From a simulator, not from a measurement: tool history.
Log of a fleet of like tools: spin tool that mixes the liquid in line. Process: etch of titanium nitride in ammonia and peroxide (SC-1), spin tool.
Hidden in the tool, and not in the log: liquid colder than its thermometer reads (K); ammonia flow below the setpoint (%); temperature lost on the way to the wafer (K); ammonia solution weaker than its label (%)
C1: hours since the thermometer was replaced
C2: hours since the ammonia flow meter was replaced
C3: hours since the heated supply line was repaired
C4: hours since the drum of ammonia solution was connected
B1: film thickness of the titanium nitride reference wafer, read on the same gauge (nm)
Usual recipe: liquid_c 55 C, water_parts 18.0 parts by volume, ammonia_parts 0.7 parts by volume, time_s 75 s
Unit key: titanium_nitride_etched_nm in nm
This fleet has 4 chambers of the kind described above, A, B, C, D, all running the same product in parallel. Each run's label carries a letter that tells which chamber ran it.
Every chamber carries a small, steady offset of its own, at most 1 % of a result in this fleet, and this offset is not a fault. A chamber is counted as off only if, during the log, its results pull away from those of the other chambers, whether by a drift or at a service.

-- hour=0.7 chamber B: new drum of ammonia solution connected
run 1C hour=5.4 | liquid_c=55 water_parts=18.0 ammonia_parts=0.7 time_s=75 | C1=712.5 C2=823.1 C3=1689.4 C4=395.8 | B1=80.012 | titanium_nitride_etched_nm=5.0283
run 2A hour=14.4 | liquid_c=55 water_parts=18.0 ammonia_parts=0.7 time_s=75 | C1=1048.6 C2=264.2 C3=2295.6 C4=276.7 | B1=80.023 | titanium_nitride_etched_nm=5.0198
run 3D hour=18.8 | liquid_c=55 water_parts=18.0 ammonia_parts=0.7 time_s=75 | C1=333.3 C2=1160.4 C3=869.5 C4=188.7 | B1=79.964 | titanium_nitride_etched_nm=5.0199
run 4B hour=26.6 | liquid_c=55 water_parts=18.0 ammonia_parts=0.7 time_s=75 | C1=817.6 C2=448.4 C3=1612.2 C4=25.9 | B1=80.028 | titanium_nitride_etched_nm=5.0098
run 5B hour=36.4 | liquid_c=55 water_parts=18.0 ammonia_parts=0.7 time_s=75 | C1=827.4 C2=458.2 C3=1622.0 C4=35.7 | B1=79.980 | titanium_nitride_etched_nm=5.1110
run 6A hour=46.2 | liquid_c=55 water_parts=18.0 ammonia_parts=0.7 time_s=75 | C1=1080.4 C2=296.0 C3=2327.4 C4=308.5 | B1=80.026 | titanium_nitride_etched_nm=5.0294
run 7C hour=52.7 | liquid_c=55 water_parts=18.0 ammonia_parts=0.7 time_s=75 | C1=759.8 C2=870.4 C3=1736.7 C4=443.1 | B1=79.972 | titanium_nitride_etched_nm=5.1130
run 8D hour=61.7 | liquid_c=55 water_parts=18.0 ammonia_parts=0.7 time_s=75 | C1=376.2 C2=1203.3 C3=912.4 C4=231.6 | B1=80.032 | titanium_nitride_etched_nm=5.0597
run 9C hour=67.1 | liquid_c=55 water_parts=18.0 ammonia_parts=0.7 time_s=75 | C1=774.2 C2=884.8 C3=1751.1 C4=457.5 | B1=79.949 | titanium_nitride_etched_nm=4.9571
run 10A hour=72.4 | liquid_c=55 water_parts=18.0 ammonia_parts=0.7 time_s=75 | C1=1106.6 C2=322.2 C3=2353.6 C4=334.7 | B1=80.024 | titanium_nitride_etched_nm=4.9844
run 11B hour=82.1 | liquid_c=55 water_parts=18.0 ammonia_parts=0.7 time_s=75 | C1=873.1 C2=503.9 C3=1667.7 C4=81.4 | B1=79.968 | titanium_nitride_etched_nm=5.0211
-- hour=83.1 chamber A: new drum of ammonia solution connected
run 12D hour=89.9 | liquid_c=55 water_parts=18.0 ammonia_parts=0.7 time_s=75 | C1=404.4 C2=1231.5 C3=940.6 C4=259.8 | B1=79.971 | titanium_nitride_etched_nm=5.1126
run 13D hour=98.8 | liquid_c=55 water_parts=18.0 ammonia_parts=0.7 time_s=75 | C1=413.3 C2=1240.4 C3=949.5 C4=268.7 | B1=79.987 | titanium_nitride_etched_nm=5.1369
run 14C hour=107.6 | liquid_c=55 water_parts=18.0 ammonia_parts=0.7 time_s=75 | C1=814.7 C2=925.3 C3=1791.6 C4=498.0 | B1=79.948 | titanium_nitride_etched_nm=4.9982
run 15B hour=112.3 | liquid_c=55 water_parts=18.0 ammonia_parts=0.7 time_s=75 | C1=903.3 C2=534.1 C3=1697.9 C4=111.6 | B1=80.010 | titanium_nitride_etched_nm=5.0467
run 16A hour=116.5 | liquid_c=55 water_parts=18.0 ammonia_parts=0.7 time_s=60 | C1=1150.7 C2=366.3 C3=2397.7 C4=33.5 | B1=80.054 | titanium_nitride_etched_nm=4.0683
run 17B hour=126.0 | liquid_c=55 water_parts=18.0 ammonia_parts=0.7 time_s=60 | C1=917.0 C2=547.8 C3=1711.6 C4=125.3 | B1=80.016 | titanium_nitride_etched_nm=4.0556
run 18A hour=133.2 | liquid_c=55 water_parts=18.0 ammonia_parts=0.7 time_s=60 | C1=1167.4 C2=383.0 C3=2414.4 C4=50.2 | B1=79.978 | titanium_nitride_etched_nm=3.9950
run 19D hour=140.3 | liquid_c=55 water_parts=18.0 ammonia_parts=0.7 time_s=60 | C1=454.8 C2=1281.9 C3=991.0 C4=310.2 | B1=80.007 | titanium_nitride_etched_nm=3.9937
run 20C hour=144.9 | liquid_c=55 water_parts=18.0 ammonia_parts=0.7 time_s=75 | C1=852.0 C2=962.6 C3=1828.9 C4=535.3 | B1=79.949 | titanium_nitride_etched_nm=5.0230
run 21D hour=151.3 | liquid_c=55 water_parts=18.0 ammonia_parts=0.7 time_s=75 | C1=465.8 C2=1292.9 C3=1002.0 C4=321.2 | B1=79.989 | titanium_nitride_etched_nm=5.1016
-- hour=153.1 chamber B: heated supply line repaired
run 22B hour=156.2 | liquid_c=55 water_parts=18.0 ammonia_parts=0.7 time_s=75 | C1=947.2 C2=578.0 C3=3.2 C4=155.5 | B1=79.963 | titanium_nitride_etched_nm=5.0541
run 23C hour=161.0 | liquid_c=55 water_parts=18.0 ammonia_parts=0.7 time_s=75 | C1=868.1 C2=978.7 C3=1845.0 C4=551.4 | B1=79.953 | titanium_nitride_etched_nm=4.9944
run 24A hour=167.5 | liquid_c=55 water_parts=18.0 ammonia_parts=0.4 time_s=75 | C1=1201.7 C2=417.3 C3=2448.7 C4=84.5 | B1=80.013 | titanium_nitride_etched_nm=4.6127
run 25A hour=175.6 | liquid_c=55 water_parts=18.0 ammonia_parts=0.4 time_s=75 | C1=1209.8 C2=425.4 C3=2456.8 C4=92.6 | B1=79.945 | titanium_nitride_etched_nm=4.5966
run 26D hour=182.3 | liquid_c=55 water_parts=18.0 ammonia_parts=0.4 time_s=75 | C1=496.8 C2=1323.9 C3=1033.0 C4=352.2 | B1=80.007 | titanium_nitride_etched_nm=4.5811
run 27C hour=191.8 | liquid_c=55 water_parts=18.0 ammonia_parts=0.4 time_s=75 | C1=898.9 C2=1009.5 C3=1875.8 C4=582.2 | B1=80.001 | titanium_nitride_etched_nm=4.6022
run 28B hour=198.8 | liquid_c=55 water_parts=18.0 ammonia_parts=0.7 time_s=75 | C1=989.8 C2=620.6 C3=45.8 C4=198.1 | B1=80.006 | titanium_nitride_etched_nm=5.0194
run 29A hour=203.3 | liquid_c=59 water_parts=21.5 ammonia_parts=0.7 time_s=75 | C1=1237.5 C2=453.1 C3=2484.5 C4=120.3 | B1=80.008 | titanium_nitride_etched_nm=6.0328
run 30D hour=210.8 | liquid_c=59 water_parts=21.5 ammonia_parts=0.7 time_s=75 | C1=525.3 C2=1352.4 C3=1061.5 C4=380.7 | B1=80.024 | titanium_nitride_etched_nm=6.0415
run 31B hour=218.8 | liquid_c=59 water_parts=21.5 ammonia_parts=0.7 time_s=75 | C1=1009.8 C2=640.6 C3=65.8 C4=218.1 | B1=80.008 | titanium_nitride_etched_nm=5.8895
run 32C hour=223.2 | liquid_c=59 water_parts=21.5 ammonia_parts=0.7 time_s=75 | C1=930.3 C2=1040.9 C3=1907.2 C4=613.6 | B1=79.985 | titanium_nitride_etched_nm=6.0528
run 33C hour=228.4 | liquid_c=55 water_parts=18.0 ammonia_parts=0.7 time_s=75 | C1=935.5 C2=1046.1 C3=1912.4 C4=618.8 | B1=80.013 | titanium_nitride_etched_nm=4.9814
run 34B hour=233.9 | liquid_c=55 water_parts=18.0 ammonia_parts=0.7 time_s=75 | C1=1024.9 C2=655.7 C3=80.9 C4=233.2 | B1=80.017 | titanium_nitride_etched_nm=4.9682

Predict what each chamber gives when all 4 of them run the settings below next.
run 35A hour=240.9 | liquid_c=55 water_parts=22.5 ammonia_parts=0.7 time_s=75 | titanium_nitride_etched_nm=?
run 35B hour=240.9 | liquid_c=55 water_parts=22.5 ammonia_parts=0.7 time_s=75 | titanium_nitride_etched_nm=?
run 35C hour=240.9 | liquid_c=55 water_parts=22.5 ammonia_parts=0.7 time_s=75 | titanium_nitride_etched_nm=?
run 35D hour=240.9 | liquid_c=55 water_parts=22.5 ammonia_parts=0.7 time_s=75 | titanium_nitride_etched_nm=?

run=35A titanium_nitride_etched_nm=4.5456
run=35B titanium_nitride_etched_nm=4.4271
run=35C titanium_nitride_etched_nm=4.4252
run=35D titanium_nitride_etched_nm=4.4963
